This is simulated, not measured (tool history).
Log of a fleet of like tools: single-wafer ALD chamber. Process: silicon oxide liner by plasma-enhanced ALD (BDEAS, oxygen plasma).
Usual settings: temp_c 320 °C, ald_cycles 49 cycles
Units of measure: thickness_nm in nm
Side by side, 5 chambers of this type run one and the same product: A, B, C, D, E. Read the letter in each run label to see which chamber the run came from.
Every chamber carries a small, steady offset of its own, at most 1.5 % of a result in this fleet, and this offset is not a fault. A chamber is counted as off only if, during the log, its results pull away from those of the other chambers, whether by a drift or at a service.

| run | hour | temp_c | ald_cycles | hours since the last thermocouple change | read-back reference wafer on the same gauge, thickness_nm | thickness_nm |
|---|---|---|---|---|---|---|
| 1B | 5.4 | 320 | 49 | 620.7 | 3.7397 | 4.3865 |
| 2C | 12.9 | 320 | 49 | 108.0 | 3.7393 | 4.4466 |
| 3D | 17.2 | 320 | 49 | 601.5 | 3.7385 | 4.3932 |
| 4A | 25.6 | 320 | 49 | 751.7 | 3.7385 | 4.4039 |
| 5E | 34.7 | 312 | 55 | 2069.6 | 3.7380 | 5.0391 |
| 6B | 39.8 | 312 | 55 | 655.1 | 3.7377 | 4.9765 |
| 7A | 47.2 | 312 | 55 | 773.3 | 3.7361 | 4.9991 |
| 8D | 52.9 | 312 | 55 | 637.2 | 3.7353 | 4.9979 |
| 9C | 62.2 | 312 | 55 | 157.3 | 3.7357 | 5.0444 |
| 10E | 69.8 | 320 | 49 | 2104.7 | 3.7352 | 4.4338 |
| 11E | 75.9 | 332 | 57 | 2110.8 | 3.7343 | 5.0700 |
| 12D | 84.5 | 332 | 57 | 668.8 | 3.7348 | 5.0223 |
| 13C | 89.8 | 332 | 57 | 184.9 | 3.7342 | 5.0702 |
| 14A | 98.5 | 332 | 57 | 824.6 | 3.7327 | 5.0249 |
| 15B | 102.9 | 332 | 57 | 718.2 | 3.7334 | 4.9918 |
| 16A | 109.0 | 320 | 49 | 835.1 | 3.7325 | 4.3982 |
| 17D | 113.6 | 308 | 58 | 697.9 | 3.7332 | 5.2867 |
| 18C | 120.8 | 308 | 58 | 215.9 | 3.7325 | 5.3379 |
| 19B | 128.4 | 308 | 58 | 743.7 | 3.7309 | 5.2640 |
| 20E | 137.3 | 308 | 58 | 2172.2 | 3.7312 | 5.3408 |
| 21C | 142.6 | 308 | 58 | 237.7 | 3.7301 | 5.3481 |
| 22D | 149.4 | 320 | 49 | 733.7 | 3.7302 | 4.3926 |
| 23B | 156.5 | 320 | 49 | 771.8 | 3.7299 | 4.3734 |
| 24E | 164.8 | 320 | 52 | 2199.7 | 3.7298 | 4.6990 |
| 25A | 170.2 | 320 | 52 | 896.3 | 3.7297 | 4.6694 |
| 26C | 174.6 | 320 | 52 | 269.7 | 3.7282 | 4.6982 |
| 27A | 180.3 | 320 | 52 | 906.4 | 3.7266 | 4.6601 |
| 28B | 186.2 | 320 | 52 | 801.5 | 3.7277 | 4.6449 |
| 29E | 195.6 | 320 | 49 | 2230.5 | 3.7280 | 4.4241 |
| 30D | 205.2 | 320 | 49 | 789.5 | 3.7258 | 4.3884 |
| 31A | 209.7 | 320 | 49 | 935.8 | 3.7251 | 4.3984 |
| 32C | 215.1 | 320 | 49 | 310.2 | 3.7259 | 4.4333 |
| 33D | 224.2 | 320 | 49 | 808.5 | 3.7240 | 4.3827 |
| 34E | 232.0 | 320 | 49 | 2266.9 | 3.7246 | 4.4275 |
| 35B | 240.1 | 320 | 49 | 855.4 | 3.7240 | 4.3673 |
| 36D | 247.4 | 320 | 49 | 831.7 | 3.7242 | 4.3778 |

For the next run the whole fleet of 5 chambers uses the same settings. Give each chamber's results:
| 37A | 254.3 | 308 | 49 |  |  | ? |
| 37B | 254.3 | 308 | 49 |  |  | ? |
| 37C | 254.3 | 308 | 49 |  |  | ? |
| 37D | 254.3 | 308 | 49 |  |  | ? |
| 37E | 254.3 | 308 | 49 |  |  | ? |

| run | thickness_nm |
|---|---|
| 37A | 4.4670 |
| 37B | 4.4348 |
| 37C | 4.4995 |
| 37D | 4.4648 |
| 37E | 4.4933 |
